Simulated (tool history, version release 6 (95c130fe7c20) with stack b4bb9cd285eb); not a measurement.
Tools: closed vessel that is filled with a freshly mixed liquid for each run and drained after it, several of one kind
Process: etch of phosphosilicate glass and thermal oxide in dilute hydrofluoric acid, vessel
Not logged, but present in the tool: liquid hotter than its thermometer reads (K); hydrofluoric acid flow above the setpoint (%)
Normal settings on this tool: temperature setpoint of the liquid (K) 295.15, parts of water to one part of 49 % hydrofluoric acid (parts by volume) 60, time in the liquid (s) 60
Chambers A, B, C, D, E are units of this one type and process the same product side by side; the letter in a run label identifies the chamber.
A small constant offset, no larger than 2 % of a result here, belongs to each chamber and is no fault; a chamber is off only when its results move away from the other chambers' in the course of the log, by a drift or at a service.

run,hour,temperature setpoint of the liquid (K),parts of water to one part of 49 % hydrofluoric acid (parts by volume),time in the liquid (s),hours since the thermometer was replaced,hours since the hydrofluoric acid flow meter was replaced,"read-back film thickness of the phosphosilicate glass reference wafer, read on the same gauge (nm)","read-back film thickness of the thermal oxide reference wafer, read on the same gauge (nm)",thickness taken off the phosphosilicate glass on a monitor wafer (angstrom),thickness taken off the thermal oxide on a monitor wafer (angstrom)
1E,10.7,295.15,60,60,333.7,769.6,89.989,49.975,582.82,46.311
2C,23.9,295.15,60,60,440.7,346.1,90.040,49.994,586.40,46.787
3B,32.1,295.15,60,60,493.5,706.5,89.990,49.994,587.43,46.484
4A,44.1,295.15,60,60,81.8,182.3,89.992,50.039,597.61,47.102
5D,50.2,295.15,60,60,469.6,1401.4,89.964,50.014,583.30,47.183
6A,62.7,292.15,80,60,100.4,200.9,90.038,49.975,376.37,30.735
7E,71.2,292.15,80,60,394.2,830.1,89.977,50.071,377.13,29.438
8C,78.8,292.15,80,60,495.6,401.0,90.028,49.983,373.37,30.366
9D,87.8,292.15,80,60,507.2,1439.0,89.996,49.993,370.91,30.172
10B,99.1,292.15,80,60,560.5,773.5,89.979,50.005,376.49,30.085
11E,105.7,295.15,60,60,428.7,864.6,90.031,50.033,575.31,46.852
12D,111.7,295.15,60,60,531.1,1462.9,90.056,49.995,579.96,46.594
13A,123.4,295.15,60,60,161.1,261.6,89.991,49.939,587.54,48.618
14C,136.6,295.15,60,60,553.4,458.8,89.949,50.033,582.88,47.420
15B,147.0,295.15,60,60,608.4,821.4,89.990,50.064,581.80,47.572
16E,157.8,295.15,60,60,480.8,916.7,90.006,50.029,585.65,46.924
17B,170.1,295.15,35,60,631.5,844.5,89.974,49.988,1053.50,82.979
18C,179.2,295.15,35,60,596.0,501.4,90.055,50.024,1021.00,81.984
19A,187.6,295.15,35,60,225.3,325.8,89.945,49.970,1043.50,83.411
20D,193.9,295.15,35,60,613.3,1545.1,90.009,50.024,1030.20,83.863
21E,203.8,295.15,35,60,526.8,962.7,89.987,50.018,1056.40,84.565
22B,215.3,295.15,60,60,676.7,889.7,89.980,49.970,579.46,46.898
23C,228.1,295.15,60,60,644.9,550.3,89.996,49.981,586.44,47.312
24A,234.9,293.15,60,60,272.6,373.1,90.000,50.022,534.03,43.688
25D,247.4,293.15,60,60,666.8,1598.6,90.036,49.980,534.13,43.774
26A,256.0,293.15,60,60,293.7,394.2,89.982,49.967,541.05,43.541
27D,263.3,293.15,60,60,682.7,1614.5,90.059,50.008,542.09,43.552
28B,269.7,293.15,60,60,731.1,944.1,90.027,49.986,543.09,42.719
29E,282.6,295.15,60,60,605.6,1041.5,90.030,50.014,577.52,46.826
# hour 290.6: chamber A: hydrofluoric acid flow meter replaced
30C,292.1,295.15,60,60,708.9,614.3,90.048,49.951,580.91,47.592
31B,298.2,293.15,60,85,759.6,972.6,89.965,50.010,771.15,59.870
32E,308.4,293.15,60,85,631.4,1067.3,90.022,50.002,753.37,60.541
33D,316.8,293.15,60,85,736.2,1668.0,89.992,49.959,762.90,60.964
34C,329.5,293.15,60,85,746.3,651.7,89.960,49.985,750.51,61.137
35A,341.9,293.15,60,85,379.6,51.3,89.997,50.021,767.02,61.643
36C,349.0,295.15,60,60,765.8,671.2,90.023,50.001,578.98,47.255
37A,358.9,295.15,60,60,396.6,68.3,90.024,50.009,586.69,47.622

Which is it: a chamber that has drifted or been left off by a service, a gauge drift common to all chambers, or only each chamber's usual small offset? If a chamber is off, name it and its likeliest cause.

Beyond each chamber's small constant offset nothing stands out, and the gauge stays steady.

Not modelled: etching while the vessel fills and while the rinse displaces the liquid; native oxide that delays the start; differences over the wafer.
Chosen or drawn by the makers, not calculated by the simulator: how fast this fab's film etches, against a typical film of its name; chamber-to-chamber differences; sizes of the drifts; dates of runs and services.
